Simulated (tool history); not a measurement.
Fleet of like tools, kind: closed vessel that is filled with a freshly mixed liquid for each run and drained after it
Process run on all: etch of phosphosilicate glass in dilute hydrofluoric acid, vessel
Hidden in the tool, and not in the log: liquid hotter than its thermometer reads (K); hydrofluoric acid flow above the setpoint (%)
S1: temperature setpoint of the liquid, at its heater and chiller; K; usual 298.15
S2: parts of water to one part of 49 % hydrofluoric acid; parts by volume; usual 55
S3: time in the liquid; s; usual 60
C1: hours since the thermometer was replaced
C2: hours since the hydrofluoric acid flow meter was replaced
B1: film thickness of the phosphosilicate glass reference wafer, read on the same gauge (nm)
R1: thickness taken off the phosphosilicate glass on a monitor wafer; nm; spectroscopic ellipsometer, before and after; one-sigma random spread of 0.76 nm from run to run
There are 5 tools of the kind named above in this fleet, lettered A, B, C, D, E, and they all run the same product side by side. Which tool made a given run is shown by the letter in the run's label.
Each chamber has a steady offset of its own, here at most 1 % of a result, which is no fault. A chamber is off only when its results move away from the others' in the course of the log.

run,hour,S1,S2,S3,C1,C2,B1,R1
1C,9,298.15,55,60,785.2,1601.2,60.03,103.77
# hour 14.2: chamber E: thermometer replaced
# hour 19.2: chamber D: hydrofluoric acid flow meter replaced
2D,21.3,298.15,55,60,1764.1,2.1,59.981,101.59
3E,28.2,298.15,55,60,14,68.5,59.992,104.77
4B,38.2,298.15,55,60,2123.6,805.4,59.932,102.41
5A,46,298.15,55,60,1598.5,1637.1,60.021,102.62
6A,58.5,298.15,55,60,1611,1649.6,60.001,103.04
7E,70.7,298.15,55,60,56.5,111,59.996,105.17
8B,80.9,298.15,40,60,2166.3,848.1,59.986,142.65
9C,91.9,298.15,40,60,868.1,1684.1,60.003,148.16
10D,102.6,298.15,40,60,1845.4,83.4,59.96,145.16
11B,110.1,298.15,40,60,2195.5,877.3,59.998,145.46
12C,122.1,298.15,40,60,898.3,1714.3,59.99,146.57
13E,130.9,298.15,55,60,116.7,171.2,59.978,103.76
14D,138.7,298.15,55,60,1881.5,119.5,60.025,105.09
15A,145.4,298.15,55,60,1697.9,1736.5,59.969,102.98
16C,152,298.15,55,60,928.2,1744.2,59.959,106.89
17A,162.7,298.15,55,60,1715.2,1753.8,59.986,103.57
18E,168.7,295.15,85,60,154.5,209,59.971,57.346
19B,177.2,295.15,85,60,2262.6,944.4,60.049,57.614
20D,186.1,295.15,85,60,1928.9,166.9,60.047,57.953
21E,193.5,295.15,85,60,179.3,233.8,60.035,57.691
22A,201.1,295.15,85,60,1753.6,1792.2,59.975,56.728
23C,213.2,298.15,55,60,989.4,1805.4,59.994,105.74
24B,224.7,298.15,75,75,2310.1,991.9,59.975,92.199
25D,232.5,298.15,75,75,1975.3,213.3,59.983,92.461
26A,245.4,298.15,75,75,1797.9,1836.5,60.011,92.665
27E,255.4,298.15,75,75,241.2,295.7,60.005,91
28C,264.6,298.15,75,75,1040.8,1856.8,59.99,97.22
29B,272.7,298.15,55,60,2358.1,1039.9,60.02,103.89
30D,282.6,298.15,55,60,2025.4,263.4,59.941,103.14
31E,292.6,298.15,55,60,278.4,332.9,59.941,104.24
# hour 293.2: chamber D: thermometer replaced
32D,299.2,298.15,55,60,6.1,280,59.999,101.49

What goes on in this fleet: one chamber off, a drifting gauge, or nothing beyond the chambers' own small offsets? Name the chamber and the cause, if any.

It is chamber C that slowly wanders off from its peers.
Cause: liquid hotter than its thermometer reads (K) = 1.36.
The log might look much the same if the cause were instead: hydrofluoric acid flow above the setpoint (%).

Chamber C could run next with any of the 4 candidate recipes listed below; each alters the usual settings, and their results appear as question marks. Which one brings its results back in line with what the other chambers deliver on the usual settings?
To be in line, a result may differ from the other chambers' mean on the usual settings by at most: R1 2.7 nm
33C-1,309.1,297.65,55,60,,,,?
33C-2,309.1,296.65,55,60,,,,?
33C-3,309.1,299.65,55,60,,,,?
33C-4,309.1,298.65,55,60,,,,?

The mean the other chambers reach with the usual settings: R1 103.36 nm
run,R1
33C-1,107.28
33C-2,102.97
33C-3,116.32
33C-4,111.72
Change 33C-2 lands the chamber within the allowed miss of the other chambers.

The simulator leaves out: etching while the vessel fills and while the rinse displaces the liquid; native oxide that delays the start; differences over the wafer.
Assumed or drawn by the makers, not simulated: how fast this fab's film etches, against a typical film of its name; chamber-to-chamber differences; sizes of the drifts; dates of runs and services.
